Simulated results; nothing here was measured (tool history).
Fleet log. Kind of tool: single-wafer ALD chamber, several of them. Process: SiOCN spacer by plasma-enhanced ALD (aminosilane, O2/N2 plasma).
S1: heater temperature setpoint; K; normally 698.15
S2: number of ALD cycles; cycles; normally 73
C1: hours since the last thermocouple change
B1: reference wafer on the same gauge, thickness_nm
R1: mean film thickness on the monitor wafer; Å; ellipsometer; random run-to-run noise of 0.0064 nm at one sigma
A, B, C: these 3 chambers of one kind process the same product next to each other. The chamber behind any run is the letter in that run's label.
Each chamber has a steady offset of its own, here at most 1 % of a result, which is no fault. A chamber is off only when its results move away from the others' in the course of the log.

run   hour      S1  S2      C1      B1      R1
 1B    7.1  698.15  73   694.9  4.2679  40.746
 2C   16.4  698.15  73   349.3  4.2696  40.773
 3A   25.4  698.15  73   959.1  4.2689  41.032
 4A   32.5  698.15  73   966.2  4.2668  41.056
 5B   39.7  698.15  73   727.5  4.2691  40.683
 6C   48.3  698.15  73   381.2  4.2668  40.732
 7C   61.2  698.15  73   394.1  4.2669  40.873
 8B   73.4  698.15  73   761.2  4.2636  40.650
 9A   86.4  691.15  61  1020.1  4.2643  35.168
10A   99.5  691.15  61  1033.2  4.2640  35.112
11B  108.5  691.15  61   796.3  4.2613  34.686
12C  119.4  698.15  73   452.3  4.2611  40.814
13C  128.1  698.15  73   461.0  4.2617  40.792
14B  140.3  698.15  73   828.1  4.2591  40.659
15A  150.3  709.15  60  1084.0  4.2599  32.569
16C  157.6  709.15  60   490.5  4.2598  32.224
17B  163.6  709.15  60   851.4  4.2608  32.159
18A  174.7  706.15  59  1108.4  4.2587  32.294
19A  186.4  706.15  59  1120.1  4.2571  32.311
20B  197.8  706.15  59   885.6  4.2575  31.929
21C  207.8  698.15  73   540.7  4.2576  40.796
22A  219.8  698.15  73  1153.5  4.2525  41.010
23B  227.3  698.15  73   915.1  4.2536  40.608
24C  235.2  698.15  73   568.1  4.2541  40.762
25B  247.4  698.15  73   935.2  4.2543  40.595
26A  256.3  710.15  85  1190.0  4.2519  45.819
27C  264.9  710.15  85   597.8  4.2531  45.478
28A  272.7  710.15  85  1206.4  4.2516  45.753
29B  284.8  705.15  73   972.6  4.2484  39.607
30C  293.6  705.15  73   626.5  4.2500  39.665
31C  305.1  705.15  73   638.0  4.2483  39.737
32A  317.4  698.15  73  1251.1  4.2464  41.048
33B  327.9  711.15  73  1015.7  4.2464  38.875
34A  335.8  711.15  73  1269.5  4.2465  39.216
35C  343.6  711.15  73   676.5  4.2471  38.951
36B  350.7  698.15  87  1038.5  4.2452  48.284
37A  360.5  698.15  87  1294.2  4.2429  48.734
     364.8  -- chamber B: thermocouple changed; heater temperature recalibrated
38C  369.8  698.15  87   702.7  4.2435  48.286
39B  382.7  698.15  73    17.9  4.2439  40.476

Read the log: is a single chamber off, either drifting away or since a service, is the gauge that measures every chamber drifting, or is nothing wrong beyond small per-chamber offsets? Name any odd chamber and what most likely caused it.

No chamber is off; the gauge reading every chamber's wafers drifts, which makes the whole fleet appear to move together.
Likeliest cause: gauge reads low (%) = 0.645.
